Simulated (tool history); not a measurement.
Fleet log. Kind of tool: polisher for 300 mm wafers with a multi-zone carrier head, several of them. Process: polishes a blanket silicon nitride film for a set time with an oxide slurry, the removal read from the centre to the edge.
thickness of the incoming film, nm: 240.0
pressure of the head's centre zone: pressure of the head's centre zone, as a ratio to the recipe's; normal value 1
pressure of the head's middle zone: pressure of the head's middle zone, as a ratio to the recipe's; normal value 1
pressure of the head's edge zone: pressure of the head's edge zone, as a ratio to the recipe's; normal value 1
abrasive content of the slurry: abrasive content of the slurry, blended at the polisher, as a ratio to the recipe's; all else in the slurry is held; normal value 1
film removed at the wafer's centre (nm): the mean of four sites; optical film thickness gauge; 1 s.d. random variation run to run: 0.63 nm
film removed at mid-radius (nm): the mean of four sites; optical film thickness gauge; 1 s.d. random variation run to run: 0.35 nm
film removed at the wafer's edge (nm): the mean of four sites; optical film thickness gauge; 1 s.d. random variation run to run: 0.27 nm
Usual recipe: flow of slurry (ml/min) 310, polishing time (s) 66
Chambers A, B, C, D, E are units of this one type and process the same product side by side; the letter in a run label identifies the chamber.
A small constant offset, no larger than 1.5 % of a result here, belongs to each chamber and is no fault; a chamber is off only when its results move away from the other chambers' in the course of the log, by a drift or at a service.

run	hour	flow of slurry (ml/min)	pressure of the head's centre zone	pressure of the head's middle zone	pressure of the head's edge zone	abrasive content of the slurry	polishing time (s)	wafers polished on this pad	hours since the slurry nozzle was cleaned	hours since the centre zone pressure was calibrated	hours since the edge zone pressure was calibrated	film removed at the wafer's centre (nm)	film removed at mid-radius (nm)	film removed at the wafer's edge (nm)
# hour 10.8: chamber A: worn pad replaced by a new one
1D	12.2	310	1	1	1	1	66	702	497.9	474.9	1055	42.17	41.641	42.298
2A	22.4	310	1	1	1	1	66	158	280.8	1004.5	419.8	41.607	41.278	42.489
# hour 27.5: chamber B: worn pad replaced by a new one
3B	29.2	310	1	1	1	1	66	23	228.9	82.3	327.5	41.475	41.908	41.903
# hour 29.8: chamber E: worn pad replaced by a new one
# hour 33.8: chamber D: edge zone pressure recalibrated
4E	39.7	310	1	1	1	1	66	136	475.3	295.1	624.9	41.673	42.1	42.052
5C	46	310	1	1	1	0.85	53	663	232.1	991.6	403.8	31.46	30.508	31.178
6C	51.7	310	1	1	1	0.85	53	741	237.8	997.3	409.5	31.846	31.288	31.612
# hour 53.1: chamber D: worn pad replaced by a new one
7B	59.9	310	1	1	1	0.85	53	442	259.6	113	358.2	31.073	31.669	31.374
# hour 66.8: chamber C: worn pad replaced by a new one
8E	67.5	310	1	1	1	0.85	53	515	503.1	322.9	652.7	31.249	31.114	30.824
9D	73.2	310	1	1	1	0.85	53	274	558.9	535.9	39.5	30.468	30.84	31.259
# hour 76.1: chamber B: worn pad replaced by a new one
# hour 76.1: chamber B: slurry nozzle cleaned
10A	80	345	1	0.92	1	1	66	944	338.4	1062.1	477.4	42.957	39.13	42.778
# hour 86: chamber E: centre zone pressure recalibrated
# hour 86.9: chamber E: worn pad replaced by a new one
11B	91.5	345	1	0.92	1	1	66	211	15.4	144.6	389.8	42.992	39.333	42.437
# hour 95.8: chamber A: slurry nozzle cleaned
12E	98	345	1	0.92	1	1	66	152	533.6	12.1	683.2	37.591	39.317	42.334
13C	105.4	345	1	0.92	1	1	66	527	291.5	1051	463.2	42.991	39.249	42.488
# hour 110.9: chamber C: centre zone pressure recalibrated
14A	114.9	345	1	0.92	1	1	66	1421	19.1	1097	512.3	42.404	39.191	42.229
# hour 117: chamber D: slurry nozzle cleaned
# hour 117.9: chamber A: worn pad replaced by a new one
15D	126.3	310	1	1	1	1	66	999	9.4	589	92.6	42.567	41.677	41.823
# hour 129.3: chamber B: worn pad replaced by a new one
16E	135.1	310	1	1	1	1	66	658	570.7	49.2	720.3	36.529	41.706	41.258
# hour 135.9: chamber C: worn pad replaced by a new one
17D	144.6	310	1	1	1	1	66	1249	27.7	607.3	110.9	41.036	41.437	41.86
# hour 146.4: chamber D: worn pad replaced by a new one
18B	151.9	310	1	1	1	1	66	309	75.8	205	450.2	41.113	41.762	41.864
# hour 159.6: chamber E: worn pad replaced by a new one
19C	163.4	310	1	1	1	1	66	375	349.5	52.6	521.2	43.083	42.133	42.042
# hour 170.3: chamber E: slurry nozzle cleaned
20A	175.5	310	1	1.04	1	1	66	786	79.7	1157.6	572.9	41.208	43.507	42.042
21A	183.8	310	1	1.04	1	1	66	899	88	1165.9	581.2	40.887	42.849	41.766
# hour 186.6: chamber B: worn pad replaced by a new one
22E	190.1	310	1	1.04	1	1	66	417	19.9	104.2	775.3	36.892	44.188	41.25
# hour 193.9: chamber C: worn pad replaced by a new one
23B	201.1	310	1	1.04	1	1	66	198	125	254.2	499.4	42.624	43.422	42.076
24D	206.6	310	1	1.04	1	1	66	822	89.7	669.3	172.9	42.41	43.152	41.973
25C	213.9	310	1	1	1	1	66	273	400	103.1	571.7	41.802	41.921	42.18
# hour 214.5: chamber A: worn pad replaced by a new one
26C	225.1	310	1	1	1	1	66	426	411.2	114.3	582.9	42.086	41.971	42.494
# hour 226.3: chamber E: worn pad replaced by a new one
27B	233.7	310	1	1	1	1	66	643	157.6	286.8	532	41.583	42.089	41.714
# hour 237.8: chamber D: worn pad replaced by a new one
28E	242.1	310	1	1	1	1	66	216	71.9	156.2	827.3	37.329	42.08	41.705
29D	253.6	310	1	1	1	1	66	215	136.7	716.3	219.9	42.842	42.185	41.912
30A	264.4	310	1	1	1	1	66	682	168.6	1246.5	661.8	42.15	42.288	42.281
# hour 270.3: chamber C: worn pad replaced by a new one
31C	272.2	310	1	1	1	1	66	26	458.3	161.4	630	42.5	42.415	42.152
# hour 282.8: chamber A: centre zone pressure recalibrated
32A	284.2	310	1	1	1	1	66	952	188.4	1.4	681.6	41.402	41.558	42.52

All chambers now run identical settings, listed one chamber a line with results as question marks. What results will each chamber show?
33A	293.1	310	0.96	1	1	1	66					?	?	?
33B	293.1	310	0.96	1	1	1	66					?	?	?
33C	293.1	310	0.96	1	1	1	66					?	?	?
33D	293.1	310	0.96	1	1	1	66					?	?	?
33E	293.1	310	0.96	1	1	1	66					?	?	?

run	film removed at the wafer's centre (nm)	film removed at mid-radius (nm)	film removed at the wafer's edge (nm)
33A	39.798	41.781	42.081
33B	41.024	42.251	41.71
33C	39.239	41.504	42.153
33D	41.21	42.172	41.843
33E	35.319	41.508	41.164
